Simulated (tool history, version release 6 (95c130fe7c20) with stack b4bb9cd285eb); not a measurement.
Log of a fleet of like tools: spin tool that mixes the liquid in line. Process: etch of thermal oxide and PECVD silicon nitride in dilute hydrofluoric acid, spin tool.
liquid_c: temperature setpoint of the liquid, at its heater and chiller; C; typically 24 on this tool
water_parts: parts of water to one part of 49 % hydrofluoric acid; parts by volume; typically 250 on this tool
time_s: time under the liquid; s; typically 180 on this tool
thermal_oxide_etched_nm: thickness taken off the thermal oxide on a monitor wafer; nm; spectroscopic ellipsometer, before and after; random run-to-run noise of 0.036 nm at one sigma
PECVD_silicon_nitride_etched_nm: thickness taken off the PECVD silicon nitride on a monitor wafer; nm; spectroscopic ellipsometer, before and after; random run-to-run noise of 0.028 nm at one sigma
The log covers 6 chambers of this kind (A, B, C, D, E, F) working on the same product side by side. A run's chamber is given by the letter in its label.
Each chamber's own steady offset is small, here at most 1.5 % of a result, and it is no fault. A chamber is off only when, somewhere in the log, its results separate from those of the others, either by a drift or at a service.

run,hour,liquid_c,water_parts,time_s,hours since the thermometer was replaced,hours since the hydrofluoric acid flow meter was replaced,"read-back film thickness of the thermal oxide reference wafer, read on the same gauge (nm)","read-back film thickness of the PECVD silicon nitride reference wafer, read on the same gauge (nm)",thermal_oxide_etched_nm,PECVD_silicon_nitride_etched_nm
1E,8.1,24,250,180,2709.4,293.7,60.011,100.02,2.8928,1.3608
2C,17.1,24,250,180,1328.2,841.8,60.008,99.976,2.9296,1.3639
3F,29.5,24,250,180,970,1479.2,59.995,99.986,2.864,1.3539
4D,40.4,24,250,180,1019.3,1030.2,59.984,100.01,2.9352,1.3685
5B,47.1,24,200,280,363.9,814.3,59.987,99.992,5.9918,2.5685
# hour 47.3: chamber E: thermometer replaced
# hour 52.4: chamber B: hydrofluoric acid flow meter replaced
6A,58.8,24,200,280,321.9,609,60.004,100.01,6.0443,2.6259
7B,64.6,24,200,280,381.4,12.3,60.011,99.996,5.8569,2.5926
8E,73.3,24,200,280,26.1,358.9,60.025,100.03,5.9006,2.7457
9F,80.4,24,200,280,1020.9,1530.1,60.022,99.996,5.8733,2.6109
10A,88.2,24,200,280,351.3,638.4,60,100.02,5.9616,2.796
11D,97.6,24,250,180,1076.5,1087.4,60.004,99.962,2.9631,1.3359
# hour 99.6: chamber A: hydrofluoric acid flow meter replaced
12C,106.2,24,250,180,1417.3,930.9,60.011,100.02,2.8975,1.3509
13E,116.4,24,250,180,69.2,402,60.01,100.01,2.8774,1.3976
14F,124.2,24,250,180,1064.7,1573.9,60.015,99.998,2.8754,1.3969
15A,135,24,250,180,398.1,35.4,60,100.02,2.9191,1.3466
16D,142.2,24,250,180,1121.1,1132,60.005,99.993,2.932,1.334
17C,148.5,24,250,180,1459.6,973.2,60.003,99.991,2.98,1.3098
18B,155.9,24,175,275,472.7,103.6,60.003,99.993,6.8117,2.9409
19D,162.1,24,175,275,1141,1151.9,60.008,99.992,7.0376,2.9758
# hour 166.9: chamber E: hydrofluoric acid flow meter replaced
20A,168.7,24,175,275,431.8,69.1,60.018,99.968,6.8219,3.0378
21E,178.4,24,175,275,131.2,11.6,60.006,99.966,6.7797,2.975
22F,191.3,24,175,275,1131.8,1641,60.048,100.03,6.7063,2.9253
23B,203.3,24,175,275,520.1,151,60.001,100.05,6.7544,2.9426
24C,214.3,24,250,180,1525.4,1039,60.02,99.993,3.0251,1.3927
25A,226.6,24,250,180,489.7,127,60.009,99.955,2.8768,1.3291
26C,239.2,24,250,180,1550.3,1063.9,60.016,99.998,3.0153,1.4285
27B,250.2,24,250,180,567,197.9,59.987,100.06,2.8684,1.3615
28E,256,24,290,180,208.8,89.2,60.016,100.01,2.3718,1.1471
29D,263.1,24,290,180,1242,1252.9,60.03,99.991,2.4205,1.1578
30F,271.9,24,290,180,1212.4,1721.6,60.027,100,2.4114,1.2126
31B,277.6,24,290,180,594.4,225.3,59.997,99.979,2.3729,1.152
32F,283.7,24,290,180,1224.2,1733.4,59.979,99.976,2.4205,1.1752
33D,292.5,24,290,180,1271.4,1282.3,59.993,100.01,2.4017,1.1907
34E,304.1,24,250,180,256.9,137.3,60.022,99.999,2.857,1.3696
35A,316.5,24,250,180,579.6,216.9,59.978,100.02,2.8885,1.3692
36C,326.4,24,250,180,1637.5,1151.1,60.028,100.03,3.2337,1.4905
37F,333.5,24,250,180,1274,1783.2,60.016,99.99,2.8332,1.3607
38D,345.8,24,250,180,1324.7,1335.6,60.023,99.976,2.9569,1.351

Is one chamber off against the others, does the gauge drift, or is nothing wrong? If a chamber is off, say which, and what the likeliest cause is.

It is chamber C that slowly wanders off from its peers.
Cause: hydrofluoric acid flow above the setpoint (%) = 9.02.

Which of the 4 candidates below, each the usual settings with something changed and its results left as question marks, puts chamber C back in line with what the other chambers give on the usual settings?
In line means no further than this from the other chambers' mean on the usual settings: thermal_oxide_etched_nm 0.13 nm; PECVD_silicon_nitride_etched_nm 0.1 nm
39C-1,355.1,25,285,170,,,,,?,?
39C-2,355.1,23.5,230,185,,,,,?,?
39C-3,355.1,24.5,270,175,,,,,?,?
39C-4,355.1,23,215,190,,,,,?,?

Other chambers, usual settings, mean: thermal_oxide_etched_nm 2.8912 nm; PECVD_silicon_nitride_etched_nm 1.3618 nm
run,thermal_oxide_etched_nm,PECVD_silicon_nitride_etched_nm
39C-1,2.6721,1.2978
39C-2,3.5964,1.5912
39C-3,2.8939,1.3677
39C-4,3.9356,1.6927
It is 39C-3 that realigns the chamber with its peers.
